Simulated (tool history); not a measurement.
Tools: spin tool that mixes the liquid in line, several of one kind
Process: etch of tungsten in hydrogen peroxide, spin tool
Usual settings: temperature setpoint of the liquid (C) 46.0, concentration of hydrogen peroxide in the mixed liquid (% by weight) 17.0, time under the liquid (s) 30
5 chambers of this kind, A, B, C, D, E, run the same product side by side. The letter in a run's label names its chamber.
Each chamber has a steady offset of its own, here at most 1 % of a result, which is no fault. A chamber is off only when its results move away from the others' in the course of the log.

| run | hour | temperature setpoint of the liquid (C) | concentration of hydrogen peroxide in the mixed liquid (% by weight) | time under the liquid (s) | hours since the thermometer was replaced | hours since the peroxide flow meter was replaced | hours since the heated supply line was repaired | hours since the drum of peroxide was connected | read-back film thickness of the tungsten reference wafer, read on the same gauge (nm) | thickness taken off the tungsten on a monitor wafer (Å) |
|---|---|---|---|---|---|---|---|---|---|---|
| 1D | 3.6 | 46.0 | 17.0 | 30 | 2155.1 | 1513.1 | 1297.8 | 502.8 | 149.99 | 188.140 |
| 2A | 9.5 | 46.0 | 17.0 | 30 | 1080.2 | 574.3 | 462.7 | 108.6 | 149.98 | 185.500 |
| 3C | 12.8 | 46.0 | 17.0 | 30 | 1436.8 | 295.3 | 1482.1 | 443.7 | 150.00 | 185.290 |
| 4E | 18.5 | 46.0 | 17.0 | 30 | 1874.0 | 1475.8 | 998.0 | 168.7 | 150.01 | 184.170 |
| 5B | 21.9 | 46.0 | 17.0 | 15 | 725.4 | 821.7 | 27.9 | 179.6 | 150.02 | 93.148 |
| 6E | 26.8 | 46.0 | 17.0 | 15 | 1882.3 | 1484.1 | 1006.3 | 177.0 | 150.00 | 92.882 |
| 7B | 32.3 | 46.0 | 17.0 | 15 | 735.8 | 832.1 | 38.3 | 190.0 | 150.00 | 93.735 |
| 8C | 36.7 | 46.0 | 17.0 | 15 | 1460.7 | 319.2 | 1506.0 | 467.6 | 150.03 | 93.068 |
| 9A | 41.1 | 46.0 | 17.0 | 15 | 1111.8 | 605.9 | 494.3 | 140.2 | 150.02 | 92.000 |
| 10D | 44.5 | 46.0 | 17.0 | 30 | 2196.0 | 1554.0 | 1338.7 | 543.7 | 149.98 | 186.830 |
| 11B | 49.9 | 46.0 | 17.0 | 30 | 753.4 | 849.7 | 55.9 | 207.6 | 149.99 | 186.360 |
| 12A | 52.7 | 46.0 | 17.0 | 30 | 1123.4 | 617.5 | 505.9 | 151.8 | 150.03 | 183.040 |
| 13D | 56.9 | 46.0 | 17.0 | 30 | 2208.4 | 1566.4 | 1351.1 | 556.1 | 149.97 | 187.180 |
| 14C | 59.8 | 46.0 | 17.0 | 30 | 1483.8 | 342.3 | 1529.1 | 490.7 | 150.03 | 184.570 |
| 15E | 62.8 | 46.0 | 17.0 | 30 | 1918.3 | 1520.1 | 1042.3 | 213.0 | 149.97 | 183.970 |
| 16E | 65.8 | 46.0 | 17.0 | 30 | 1921.3 | 1523.1 | 1045.3 | 216.0 | 150.04 | 183.760 |
|  | 68.1 | chamber E: heated supply line repaired |
| 17B | 70.9 | 46.0 | 17.0 | 30 | 774.4 | 870.7 | 76.9 | 228.6 | 150.00 | 187.290 |
| 18C | 76.5 | 46.0 | 17.0 | 30 | 1500.5 | 359.0 | 1545.8 | 507.4 | 150.00 | 184.890 |
| 19D | 82.0 | 46.0 | 19.5 | 20 | 2233.5 | 1591.5 | 1376.2 | 581.2 | 150.00 | 135.700 |
| 20A | 87.1 | 46.0 | 19.5 | 20 | 1157.8 | 651.9 | 540.3 | 186.2 | 149.97 | 129.860 |
| 21E | 90.6 | 46.0 | 19.5 | 20 | 1946.1 | 1547.9 | 22.5 | 240.8 | 149.98 | 132.800 |
| 22C | 94.3 | 46.0 | 19.5 | 20 | 1518.3 | 376.8 | 1563.6 | 525.2 | 150.04 | 132.330 |
| 23D | 99.8 | 46.0 | 19.5 | 20 | 2251.3 | 1609.3 | 1394.0 | 599.0 | 150.03 | 132.730 |
| 24A | 103.5 | 46.0 | 17.0 | 30 | 1174.2 | 668.3 | 556.7 | 202.6 | 150.00 | 179.700 |
| 25B | 106.1 | 37.5 | 17.0 | 30 | 809.6 | 905.9 | 112.1 | 263.8 | 150.01 | 109.130 |
|  | 109.3 | chamber C: heated supply line repaired |
| 26E | 111.6 | 37.5 | 17.0 | 30 | 1967.1 | 1568.9 | 43.5 | 261.8 | 150.00 | 107.490 |
| 27C | 115.6 | 37.5 | 17.0 | 30 | 1539.6 | 398.1 | 6.3 | 546.5 | 150.04 | 107.800 |
| 28D | 120.8 | 37.5 | 17.0 | 30 | 2272.3 | 1630.3 | 1415.0 | 620.0 | 149.97 | 109.580 |
| 29A | 124.7 | 37.5 | 17.0 | 30 | 1195.4 | 689.5 | 577.9 | 223.8 | 149.96 | 102.870 |
| 30B | 130.5 | 46.0 | 17.0 | 30 | 834.0 | 930.3 | 136.5 | 288.2 | 150.04 | 187.350 |
| 31E | 134.1 | 50.0 | 17.0 | 45 | 1989.6 | 1591.4 | 66.0 | 284.3 | 149.97 | 354.350 |
| 32B | 139.2 | 50.0 | 17.0 | 45 | 842.7 | 939.0 | 145.2 | 296.9 | 150.00 | 362.420 |
| 33A | 143.2 | 50.0 | 17.0 | 45 | 1213.9 | 708.0 | 596.4 | 242.3 | 149.99 | 342.530 |
| 34D | 146.9 | 50.0 | 17.0 | 45 | 2298.4 | 1656.4 | 1441.1 | 646.1 | 150.02 | 363.390 |

All 5 chambers run these settings next. Forecast each chamber's results:
| 35A | 151.2 | 46.0 | 17.0 | 30 |  |  |  |  |  | ? |
| 35B | 151.2 | 46.0 | 17.0 | 30 |  |  |  |  |  | ? |
| 35C | 151.2 | 46.0 | 17.0 | 30 |  |  |  |  |  | ? |
| 35D | 151.2 | 46.0 | 17.0 | 30 |  |  |  |  |  | ? |
| 35E | 151.2 | 46.0 | 17.0 | 30 |  |  |  |  |  | ? |

| run | thickness taken off the tungsten on a monitor wafer (Å) |
|---|---|
| 35A | 176.620 |
| 35B | 186.770 |
| 35C | 187.310 |
| 35D | 187.650 |
| 35E | 185.660 |
